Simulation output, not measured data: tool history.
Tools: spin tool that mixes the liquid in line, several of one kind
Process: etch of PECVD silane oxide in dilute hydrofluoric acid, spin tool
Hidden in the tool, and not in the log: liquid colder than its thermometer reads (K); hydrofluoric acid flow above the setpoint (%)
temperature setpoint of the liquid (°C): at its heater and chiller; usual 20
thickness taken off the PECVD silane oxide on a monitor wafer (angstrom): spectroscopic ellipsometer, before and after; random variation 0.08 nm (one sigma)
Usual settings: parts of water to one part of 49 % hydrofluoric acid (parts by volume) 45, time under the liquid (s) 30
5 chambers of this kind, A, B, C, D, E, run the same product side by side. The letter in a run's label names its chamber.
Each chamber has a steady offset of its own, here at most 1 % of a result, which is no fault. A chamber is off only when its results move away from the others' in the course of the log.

run,day,temperature setpoint of the liquid (°C),parts of water to one part of 49 % hydrofluoric acid (parts by volume),time under the liquid (s),hours since the thermometer was replaced,hours since the hydrofluoric acid flow meter was replaced,"read-back film thickness of the PECVD silane oxide reference wafer, read on the same gauge (nm)",thickness taken off the PECVD silane oxide on a monitor wafer (angstrom)
1A,0.079,20,45,30,1181.0,958.2,140.03,91.649
2C,0.225,20,45,30,615.2,448.9,139.99,90.738
3E,0.383,20,45,30,553.3,900.0,140.00,90.941
4D,0.550,20,45,30,2322.3,168.0,140.00,91.369
5B,0.704,20,45,30,1124.5,842.6,140.01,90.604
6B,0.829,20,45,30,1127.5,845.6,139.99,91.126
7A,0.946,20,45,30,1201.8,979.0,140.01,92.222
8E,1.092,20,45,30,570.3,917.0,140.03,92.287
9D,1.246,20,45,30,2339.0,184.7,139.95,91.049
10C,1.388,20,45,30,643.1,476.8,139.98,89.542
11E,1.508,20,45,30,580.3,927.0,140.01,93.016
12C,1.608,20,45,30,648.4,482.1,140.02,89.324
13B,1.779,20,45,30,1150.3,868.4,139.99,92.314
14D,1.875,20,45,30,2354.1,199.8,140.03,91.390
# day 1.879: chamber C: thermometer replaced
15A,2.017,20,45,30,1227.5,1004.7,139.95,91.284
# day 2.108: chamber B: thermometer replaced
# day 2.121: chamber B: hydrofluoric acid flow meter replaced
16D,2.175,20,45,30,2361.3,207.0,139.98,91.061
# day 2.192: chamber A: hydrofluoric acid flow meter replaced
17E,2.317,20,45,30,599.7,946.4,140.04,91.238
18C,2.475,20,45,30,14.3,502.9,139.97,88.721
19B,2.650,20,45,30,13.0,12.8,140.01,90.839
20A,2.758,18,55,30,1245.3,13.6,139.95,66.720
21A,2.896,18,55,30,1248.6,16.9,140.03,68.224
22E,3.033,18,55,30,616.9,963.6,140.00,68.856
23C,3.112,18,55,30,29.6,518.2,139.96,67.527
24D,3.279,18,55,30,2387.8,233.5,140.02,68.483
25B,3.388,20,45,30,30.7,30.5,140.01,90.947
26A,3.538,20,45,30,1264.0,32.3,140.01,89.693
27D,3.625,20,45,30,2396.1,241.8,140.02,90.839
28B,3.717,20,50,30,38.6,38.4,140.04,82.443
29E,3.821,20,50,30,635.8,982.5,140.01,81.355
30C,3.938,20,50,30,49.4,538.0,140.01,80.995
31C,4.042,20,50,30,51.9,540.5,139.98,81.347
32A,4.150,20,50,30,1278.7,47.0,140.00,82.626

All 5 chambers run these settings next. Forecast each chamber's results:
33A,4.275,20,45,30,,,,?
33B,4.275,20,45,30,,,,?
33C,4.275,20,45,30,,,,?
33D,4.275,20,45,30,,,,?
33E,4.275,20,45,30,,,,?

run,thickness taken off the PECVD silane oxide on a monitor wafer (angstrom)
33A,91.223
33B,92.212
33C,89.760
33D,91.517
33E,91.567
